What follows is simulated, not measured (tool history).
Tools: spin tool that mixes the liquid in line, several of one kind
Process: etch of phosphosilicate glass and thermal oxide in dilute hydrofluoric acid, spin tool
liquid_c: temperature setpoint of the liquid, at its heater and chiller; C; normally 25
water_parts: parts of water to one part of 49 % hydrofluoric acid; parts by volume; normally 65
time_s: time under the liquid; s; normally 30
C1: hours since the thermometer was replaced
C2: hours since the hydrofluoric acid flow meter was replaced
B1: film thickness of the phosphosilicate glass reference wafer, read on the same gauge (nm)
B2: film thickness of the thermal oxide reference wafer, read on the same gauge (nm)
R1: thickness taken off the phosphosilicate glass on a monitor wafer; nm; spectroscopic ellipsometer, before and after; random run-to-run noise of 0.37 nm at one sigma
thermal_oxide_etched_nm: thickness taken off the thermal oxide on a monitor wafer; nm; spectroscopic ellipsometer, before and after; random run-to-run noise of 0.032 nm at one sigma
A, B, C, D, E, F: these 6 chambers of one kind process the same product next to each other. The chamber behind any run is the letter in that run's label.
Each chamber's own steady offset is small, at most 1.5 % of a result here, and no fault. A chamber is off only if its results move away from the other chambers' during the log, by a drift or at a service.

Run 1D, hour 4.4: usual settings; C1 1220.4; C2 931.1; B1 49.999; B2 29.965. Result: R1 61.845 nm, thermal_oxide_etched_nm 2.3282 nm.
Run 2C, hour 8.8: usual settings; C1 508.3; C2 1811.1; B1 49.995; B2 30.008. Result: R1 60.978 nm, thermal_oxide_etched_nm 2.3043 nm.
Run 3A, hour 11.8: usual settings; C1 147.4; C2 799.6; B1 49.982; B2 30.061. Result: R1 61.334 nm, thermal_oxide_etched_nm 2.3196 nm.
Run 4E, hour 14.5: usual settings; C1 881.4; C2 671.7; B1 49.998; B2 30.014. Result: R1 61.320 nm, thermal_oxide_etched_nm 2.2975 nm.
Run 5F, hour 18.0: usual settings; C1 153.6; C2 482.1; B1 50.027; B2 30.004. Result: R1 61.149 nm, thermal_oxide_etched_nm 2.2772 nm.
Run 6B, hour 22.5: usual settings; C1 385.7; C2 2119.5; B1 50.021; B2 30.052. Result: R1 61.443 nm, thermal_oxide_etched_nm 2.3332 nm.
Run 7A, hour 27.3: usual settings; C1 162.9; C2 815.1; B1 49.975; B2 30.000. Result: R1 61.410 nm, thermal_oxide_etched_nm 2.3272 nm.
Run 8D, hour 29.9: usual settings; C1 1245.9; C2 956.6; B1 50.010; B2 30.029. Result: R1 61.982 nm, thermal_oxide_etched_nm 2.2522 nm.
Run 9F, hour 34.2: usual settings; C1 169.8; C2 498.3; B1 49.995; B2 30.029. Result: R1 61.761 nm, thermal_oxide_etched_nm 2.2897 nm.
At hour 36.5: chamber D: thermometer replaced.
Run 10E, hour 38.7: usual settings; C1 905.6; C2 695.9; B1 49.998; B2 29.990. Result: R1 61.147 nm, thermal_oxide_etched_nm 2.2787 nm.
Run 11C, hour 43.2: usual settings; C1 542.7; C2 1845.5; B1 49.982; B2 30.021. Result: R1 61.104 nm, thermal_oxide_etched_nm 2.3406 nm.
Run 12B, hour 45.6: usual settings; C1 408.8; C2 2142.6; B1 49.997; B2 30.024. Result: R1 61.654 nm, thermal_oxide_etched_nm 2.2341 nm.
Run 13A, hour 50.0: usual settings; C1 185.6; C2 837.8; B1 49.995; B2 29.996. Result: R1 61.093 nm, thermal_oxide_etched_nm 2.3150 nm.
Run 14B, hour 55.1: usual settings; C1 418.3; C2 2152.1; B1 50.011; B2 30.011. Result: R1 61.767 nm, thermal_oxide_etched_nm 2.3052 nm.
Run 15F, hour 59.8: usual settings; C1 195.4; C2 523.9; B1 50.012; B2 29.983. Result: R1 61.485 nm, thermal_oxide_etched_nm 2.3479 nm.
Run 16D, hour 63.7: usual settings; C1 27.3; C2 990.4; B1 49.989; B2 30.010. Result: R1 61.455 nm, thermal_oxide_etched_nm 2.3300 nm.
Run 17E, hour 67.9: usual settings; C1 934.8; C2 725.1; B1 50.016; B2 29.984. Result: R1 60.858 nm, thermal_oxide_etched_nm 2.2642 nm.
Run 18C, hour 72.4: usual settings; C1 571.9; C2 1874.7; B1 50.007; B2 30.044. Result: R1 60.785 nm, thermal_oxide_etched_nm 2.3191 nm.
Run 19B, hour 75.6: usual settings; C1 438.8; C2 2172.6; B1 50.002; B2 30.004. Result: R1 61.413 nm, thermal_oxide_etched_nm 2.3012 nm.
Run 20D, hour 77.9: usual settings; C1 41.5; C2 1004.6; B1 50.008; B2 29.998. Result: R1 61.023 nm, thermal_oxide_etched_nm 2.3299 nm.
Run 21E, hour 81.1: usual settings; C1 948.0; C2 738.3; B1 49.977; B2 29.982. Result: R1 60.973 nm, thermal_oxide_etched_nm 2.2880 nm.
Run 22A, hour 86.3: usual settings; C1 221.9; C2 874.1; B1 50.009; B2 30.000. Result: R1 61.682 nm, thermal_oxide_etched_nm 2.2921 nm.
Run 23F, hour 90.7: usual settings; C1 226.3; C2 554.8; B1 50.023; B2 29.999. Result: R1 61.796 nm, thermal_oxide_etched_nm 2.3546 nm.
Run 24C, hour 95.2: usual settings; C1 594.7; C2 1897.5; B1 50.010; B2 29.970. Result: R1 60.678 nm, thermal_oxide_etched_nm 2.2681 nm.
Run 25E, hour 100.2: usual settings but liquid_c 28 C, time_s 15 s; C1 967.1; C2 757.4; B1 50.012; B2 29.985. Result: R1 34.506 nm, thermal_oxide_etched_nm 1.2851 nm.
Run 26A, hour 105.2: usual settings but liquid_c 28 C, time_s 15 s; C1 240.8; C2 893.0; B1 49.995; B2 30.009. Result: R1 34.523 nm, thermal_oxide_etched_nm 1.2916 nm.
Run 27C, hour 108.0: usual settings but liquid_c 28 C, time_s 15 s; C1 607.5; C2 1910.3; B1 50.039; B2 29.934. Result: R1 34.388 nm, thermal_oxide_etched_nm 1.3196 nm.
Run 28F, hour 112.7: usual settings but liquid_c 28 C, time_s 15 s; C1 248.3; C2 576.8; B1 50.006; B2 29.995. Result: R1 34.672 nm, thermal_oxide_etched_nm 1.3099 nm.
Run 29D, hour 116.9: usual settings but liquid_c 28 C, time_s 15 s; C1 80.5; C2 1043.6; B1 49.997; B2 30.002. Result: R1 34.779 nm, thermal_oxide_etched_nm 1.3047 nm.
Run 30B, hour 119.3: usual settings but liquid_c 28 C, time_s 15 s; C1 482.5; C2 2216.3; B1 50.004; B2 29.992. Result: R1 33.977 nm, thermal_oxide_etched_nm 1.2945 nm.
Run 31D, hour 124.3: usual settings; C1 87.9; C2 1051.0; B1 50.004; B2 30.015. Result: R1 61.148 nm, thermal_oxide_etched_nm 2.3475 nm.
Run 32B, hour 128.5: usual settings; C1 491.7; C2 2225.5; B1 50.014; B2 30.035. Result: R1 60.821 nm, thermal_oxide_etched_nm 2.2261 nm.
Run 33A, hour 131.5: usual settings; C1 267.1; C2 919.3; B1 50.005; B2 30.016. Result: R1 61.219 nm, thermal_oxide_etched_nm 2.2829 nm.
Run 34F, hour 135.4: usual settings; C1 271.0; C2 599.5; B1 49.981; B2 29.998. Result: R1 61.763 nm, thermal_oxide_etched_nm 2.2955 nm.
Run 35C, hour 138.6: usual settings; C1 638.1; C2 1940.9; B1 49.991; B2 29.989. Result: R1 60.845 nm, thermal_oxide_etched_nm 2.2553 nm.
Run 36E, hour 143.0: usual settings; C1 1009.9; C2 800.2; B1 50.015; B2 30.027. Result: R1 61.980 nm, thermal_oxide_etched_nm 2.3478 nm.

The same settings go to every chamber for the next run, one line per chamber below. Forecast the results for each:
Run 37A, hour 146.7: usual settings. Result: R1 ?, thermal_oxide_etched_nm ?.
Run 37B, hour 146.7: usual settings. Result: R1 ?, thermal_oxide_etched_nm ?.
Run 37C, hour 146.7: usual settings. Result: R1 ?, thermal_oxide_etched_nm ?.
Run 37D, hour 146.7: usual settings. Result: R1 ?, thermal_oxide_etched_nm ?.
Run 37E, hour 146.7: usual settings. Result: R1 ?, thermal_oxide_etched_nm ?.
Run 37F, hour 146.7: usual settings. Result: R1 ?, thermal_oxide_etched_nm ?.

run      R1  thermal_oxide_etched_nm
37A  61.768                   2.3277
37B  60.784                   2.2809
37C  60.483                   2.3116
37D  60.569                   2.2800
37E  61.431                   2.2724
37F  61.183                   2.3381

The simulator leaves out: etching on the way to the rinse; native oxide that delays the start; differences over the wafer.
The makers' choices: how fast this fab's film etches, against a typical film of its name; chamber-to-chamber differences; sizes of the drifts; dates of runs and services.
